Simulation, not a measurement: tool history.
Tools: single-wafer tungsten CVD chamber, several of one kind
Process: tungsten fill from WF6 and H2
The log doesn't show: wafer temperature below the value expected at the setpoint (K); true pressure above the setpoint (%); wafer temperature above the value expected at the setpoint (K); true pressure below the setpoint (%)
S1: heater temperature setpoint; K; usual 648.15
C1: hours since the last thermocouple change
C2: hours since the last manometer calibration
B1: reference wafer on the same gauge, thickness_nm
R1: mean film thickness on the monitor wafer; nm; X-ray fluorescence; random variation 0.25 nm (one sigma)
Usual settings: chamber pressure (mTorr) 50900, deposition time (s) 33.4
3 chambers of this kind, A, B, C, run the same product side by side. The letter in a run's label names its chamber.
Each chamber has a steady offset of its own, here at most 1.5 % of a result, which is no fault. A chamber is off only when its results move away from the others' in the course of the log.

Run 1A, hour 3.8: usual settings; C1 457.5; C2 1193.8; B1 81.913. Result: R1 76.221 nm.
Run 2B, hour 6.8: usual settings; C1 1578.2; C2 1430.5; B1 81.867. Result: R1 77.277 nm.
Run 3C, hour 9.7: usual settings; C1 939.1; C2 1660.1; B1 81.946. Result: R1 75.692 nm.
Run 4A, hour 14.1: usual settings; C1 467.8; C2 1204.1; B1 81.845. Result: R1 75.836 nm.
Run 5C, hour 16.7: usual settings; C1 946.1; C2 1667.1; B1 82.009. Result: R1 75.689 nm.
Run 6B, hour 22.2: usual settings; C1 1593.6; C2 1445.9; B1 81.893. Result: R1 77.197 nm.
Run 7A, hour 26.3: usual settings; C1 480; C2 1216.3; B1 81.93. Result: R1 76.006 nm.
Run 8B, hour 29.8: usual settings but deposition time (s) 36; C1 1601.2; C2 1453.5; B1 81.914. Result: R1 82.967 nm.
Run 9C, hour 34.2: usual settings but deposition time (s) 36; C1 963.6; C2 1684.6; B1 81.926. Result: R1 81.462 nm.
Run 10A, hour 36.9: usual settings but deposition time (s) 36; C1 490.6; C2 1226.9; B1 81.912. Result: R1 82.17 nm.
Run 11B, hour 40.3: usual settings; C1 1611.7; C2 1464; B1 81.957. Result: R1 76.921 nm.
Run 12C, hour 43.9: usual settings; C1 973.3; C2 1694.3; B1 81.865. Result: R1 75.535 nm.
Run 13C, hour 48: usual settings; C1 977.4; C2 1698.4; B1 81.957. Result: R1 75.608 nm.
Run 14B, hour 51: usual settings; C1 1622.4; C2 1474.7; B1 81.852. Result: R1 77.146 nm.
Run 15A, hour 56: usual settings; C1 509.7; C2 1246; B1 81.922. Result: R1 75.908 nm.
Run 16C, hour 60.6: usual settings; C1 990; C2 1711; B1 81.939. Result: R1 75.501 nm.
Run 17A, hour 64.2: usual settings; C1 517.9; C2 1254.2; B1 81.862. Result: R1 75.819 nm.
Run 18B, hour 69.9: usual settings; C1 1641.3; C2 1493.6; B1 81.877. Result: R1 76.883 nm.
Run 19A, hour 74.3: usual settings; C1 528; C2 1264.3; B1 81.9. Result: R1 75.769 nm.
Run 20B, hour 80: usual settings; C1 1651.4; C2 1503.7; B1 81.874. Result: R1 77.284 nm.

All 3 chambers run these settings next. Forecast each chamber's results:
Run 21A, hour 84.2: usual settings but S1 653.15 K. Result: R1 ?.
Run 21B, hour 84.2: usual settings but S1 653.15 K. Result: R1 ?.
Run 21C, hour 84.2: usual settings but S1 653.15 K. Result: R1 ?.

run      R1
21A  83.987
21B  85.733
21C  83.823
